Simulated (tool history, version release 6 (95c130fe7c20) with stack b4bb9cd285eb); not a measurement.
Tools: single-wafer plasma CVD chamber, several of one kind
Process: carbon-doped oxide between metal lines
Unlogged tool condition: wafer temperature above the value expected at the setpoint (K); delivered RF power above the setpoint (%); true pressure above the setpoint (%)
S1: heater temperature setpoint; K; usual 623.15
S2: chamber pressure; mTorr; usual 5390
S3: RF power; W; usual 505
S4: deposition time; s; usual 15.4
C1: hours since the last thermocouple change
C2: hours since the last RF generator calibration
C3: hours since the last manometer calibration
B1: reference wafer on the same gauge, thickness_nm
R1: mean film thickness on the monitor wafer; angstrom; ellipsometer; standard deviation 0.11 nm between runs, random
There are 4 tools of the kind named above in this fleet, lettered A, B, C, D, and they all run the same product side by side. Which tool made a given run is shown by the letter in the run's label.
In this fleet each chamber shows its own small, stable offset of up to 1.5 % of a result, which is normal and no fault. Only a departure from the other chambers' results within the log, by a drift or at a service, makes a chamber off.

| run | day | S1 | S2 | S3 | S4 | C1 | C2 | C3 | B1 | R1 |
|---|---|---|---|---|---|---|---|---|---|---|
| 1A | 0.329 | 623.15 | 5390 | 505 | 15.4 | 548.5 | 938.6 | 526.0 | 95.112 | 804.98 |
| 2D | 0.692 | 623.15 | 5390 | 505 | 15.4 | 1984.4 | 178.6 | 297.0 | 95.121 | 798.84 |
| 3B | 1.033 | 623.15 | 5390 | 505 | 15.4 | 2303.8 | 1132.0 | 788.6 | 95.165 | 812.18 |
| 4C | 1.596 | 623.15 | 5390 | 505 | 15.4 | 244.6 | 893.6 | 1216.1 | 95.199 | 808.59 |
| 5D | 2.038 | 635.15 | 4900 | 505 | 15.4 | 2016.7 | 210.9 | 329.3 | 95.188 | 765.60 |
| 6B | 2.504 | 635.15 | 4900 | 505 | 15.4 | 2339.1 | 1167.3 | 823.9 | 95.190 | 776.30 |
| 7C | 2.829 | 635.15 | 4900 | 505 | 15.4 | 274.2 | 923.2 | 1245.7 | 95.253 | 771.24 |
| 8A | 3.225 | 635.15 | 4900 | 505 | 15.4 | 618.0 | 1008.1 | 595.5 | 95.241 | 771.32 |
| 9C | 3.571 | 623.15 | 5390 | 505 | 15.4 | 292.0 | 941.0 | 1263.5 | 95.239 | 809.30 |
| 10D | 3.838 | 623.15 | 5390 | 505 | 15.4 | 2059.9 | 254.1 | 372.5 | 95.268 | 800.85 |
|  | 4.208 | chamber B: thermocouple changed; heater temperature recalibrated |
| 11B | 4.288 | 623.15 | 5390 | 505 | 15.4 | 1.9 | 1210.1 | 866.7 | 95.282 | 814.19 |
| 12A | 4.629 | 623.15 | 5390 | 560 | 15.4 | 651.7 | 1041.8 | 629.2 | 95.288 | 859.65 |
| 13D | 5.096 | 623.15 | 5390 | 560 | 15.4 | 2090.1 | 284.3 | 402.7 | 95.347 | 856.44 |
| 14C | 5.679 | 623.15 | 5390 | 560 | 15.4 | 342.6 | 991.6 | 1314.1 | 95.379 | 862.42 |
| 15A | 6.092 | 623.15 | 5390 | 560 | 15.4 | 686.8 | 1076.9 | 664.3 | 95.363 | 858.65 |
| 16B | 6.458 | 623.15 | 5390 | 505 | 15.4 | 54.0 | 1262.2 | 918.8 | 95.407 | 814.70 |
| 17A | 6.817 | 623.15 | 5390 | 450 | 17.5 | 704.2 | 1094.3 | 681.7 | 95.423 | 848.41 |
| 18B | 7.242 | 623.15 | 5390 | 450 | 17.5 | 72.8 | 1281.0 | 937.6 | 95.420 | 856.77 |
| 19D | 7.746 | 623.15 | 5390 | 450 | 17.5 | 2153.7 | 347.9 | 466.3 | 95.450 | 845.61 |
| 20C | 8.100 | 623.15 | 5390 | 450 | 17.5 | 400.7 | 1049.7 | 1372.2 | 95.459 | 852.62 |
| 21A | 8.354 | 623.15 | 5390 | 505 | 15.4 | 741.1 | 1131.2 | 718.6 | 95.498 | 807.45 |
| 22D | 8.700 | 623.15 | 5390 | 505 | 15.4 | 2176.6 | 370.8 | 489.2 | 95.501 | 801.85 |
| 23C | 9.179 | 623.15 | 6220 | 505 | 18.2 | 426.6 | 1075.6 | 1398.1 | 95.546 | 969.97 |
| 24B | 9.533 | 623.15 | 6220 | 505 | 18.2 | 127.8 | 1336.0 | 992.6 | 95.506 | 976.92 |
| 25B | 9.912 | 623.15 | 6220 | 505 | 18.2 | 136.9 | 1345.1 | 1001.7 | 95.553 | 978.88 |
| 26A | 10.167 | 623.15 | 6220 | 505 | 18.2 | 784.6 | 1174.7 | 762.1 | 95.530 | 968.45 |
| 27D | 10.483 | 623.15 | 5390 | 550 | 15.4 | 2219.4 | 413.6 | 532.0 | 95.583 | 849.73 |
| 28C | 10.888 | 623.15 | 5390 | 550 | 15.4 | 467.6 | 1116.6 | 1439.1 | 95.602 | 853.57 |
| 29B | 11.179 | 623.15 | 5390 | 550 | 15.4 | 167.3 | 1375.5 | 1032.1 | 95.596 | 858.54 |
| 30C | 11.558 | 623.15 | 5390 | 550 | 15.4 | 483.7 | 1132.7 | 1455.2 | 95.655 | 853.72 |

Which is it: a chamber that has drifted or been left off by a service, a gauge drift common to all chambers, or only each chamber's usual small offset? If a chamber is off, name it and its likeliest cause.

The gauge drifts, so all chambers seem to drift together. No chamber is off.
What lies behind it: gauge reads high (%) = 0.574.

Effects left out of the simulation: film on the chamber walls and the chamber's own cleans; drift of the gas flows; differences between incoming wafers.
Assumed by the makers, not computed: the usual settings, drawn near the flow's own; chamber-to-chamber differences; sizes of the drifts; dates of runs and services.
